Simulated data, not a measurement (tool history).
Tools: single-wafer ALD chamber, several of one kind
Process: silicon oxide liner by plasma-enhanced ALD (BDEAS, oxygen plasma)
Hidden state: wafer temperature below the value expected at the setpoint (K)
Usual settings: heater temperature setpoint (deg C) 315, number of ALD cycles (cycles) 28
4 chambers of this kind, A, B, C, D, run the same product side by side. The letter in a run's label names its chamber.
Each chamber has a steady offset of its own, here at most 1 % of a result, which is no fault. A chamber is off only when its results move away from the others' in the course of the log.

run,hour,heater temperature setpoint (deg C),number of ALD cycles (cycles),hours since the last thermocouple change,"read-back reference wafer on the same gauge, thickness_nm",mean film thickness on the monitor wafer (angstrom)
1C,8.4,315,28,587.8,2.4197,25.558
2B,18.3,315,28,1453.9,2.4197,25.393
3A,24,315,28,740.7,2.4193,25.671
4D,30.1,315,28,608.1,2.419,25.472
5A,38.2,315,28,754.9,2.4189,25.673
6B,45,315,28,1480.6,2.4184,25.368
7C,53.9,315,28,633.3,2.4182,25.472
8D,61,315,28,639,2.4179,25.427
9B,69.3,315,28,1504.9,2.4174,25.363
10A,75.1,315,28,791.8,2.4175,25.613
11D,85.2,315,28,663.2,2.417,25.45
12C,92.8,315,28,672.2,2.4174,25.489
13B,98.9,324,28,1534.5,2.4161,25.006
14D,106.4,324,28,684.4,2.4168,25.084
15A,115.4,324,28,832.1,2.416,25.299
16C,123.6,324,28,703,2.4153,25.133
17D,129,315,28,707,2.4157,25.391
18C,135.2,302,33,714.6,2.4157,30.611
19A,140.9,302,33,857.6,2.4149,30.791
20B,145.7,302,33,1581.3,2.4154,30.32
21B,150.8,302,33,1586.4,2.4146,30.354
22C,161.4,325,28,740.8,2.4141,25.121
23D,170.6,325,28,748.6,2.4147,25.002
24A,178.9,325,28,895.6,2.4137,25.265
25C,186.4,325,28,765.8,2.4135,25.131
26A,194.1,315,28,910.8,2.413,25.585
27B,202,315,28,1637.6,2.413,25.303
28D,209.2,315,28,787.2,2.4127,25.35
29D,214.5,315,28,792.5,2.4133,25.383
30B,219,315,28,1654.6,2.4127,25.28
31C,229.6,307,28,809,2.4122,25.8
32A,238.8,307,28,955.5,2.412,25.914
33C,247.8,307,28,827.2,2.4118,25.722
34D,257,307,28,835,2.4117,25.655
35A,262.1,315,28,978.8,2.4107,25.621
36B,272.5,315,28,1708.1,2.4106,25.282
37C,277.3,315,28,856.7,2.4107,25.511
38B,282.4,307,31,1718,2.4109,28.302
39A,291.9,307,31,1008.6,2.4104,28.607
40D,299.6,307,31,877.6,2.4103,28.353

Next, every chamber runs the same settings. What will each give?
41A,307.1,305,28,,,?
41B,307.1,305,28,,,?
41C,307.1,305,28,,,?
41D,307.1,305,28,,,?

run,mean film thickness on the monitor wafer (angstrom)
41A,25.922
41B,25.628
41C,25.807
41D,25.721

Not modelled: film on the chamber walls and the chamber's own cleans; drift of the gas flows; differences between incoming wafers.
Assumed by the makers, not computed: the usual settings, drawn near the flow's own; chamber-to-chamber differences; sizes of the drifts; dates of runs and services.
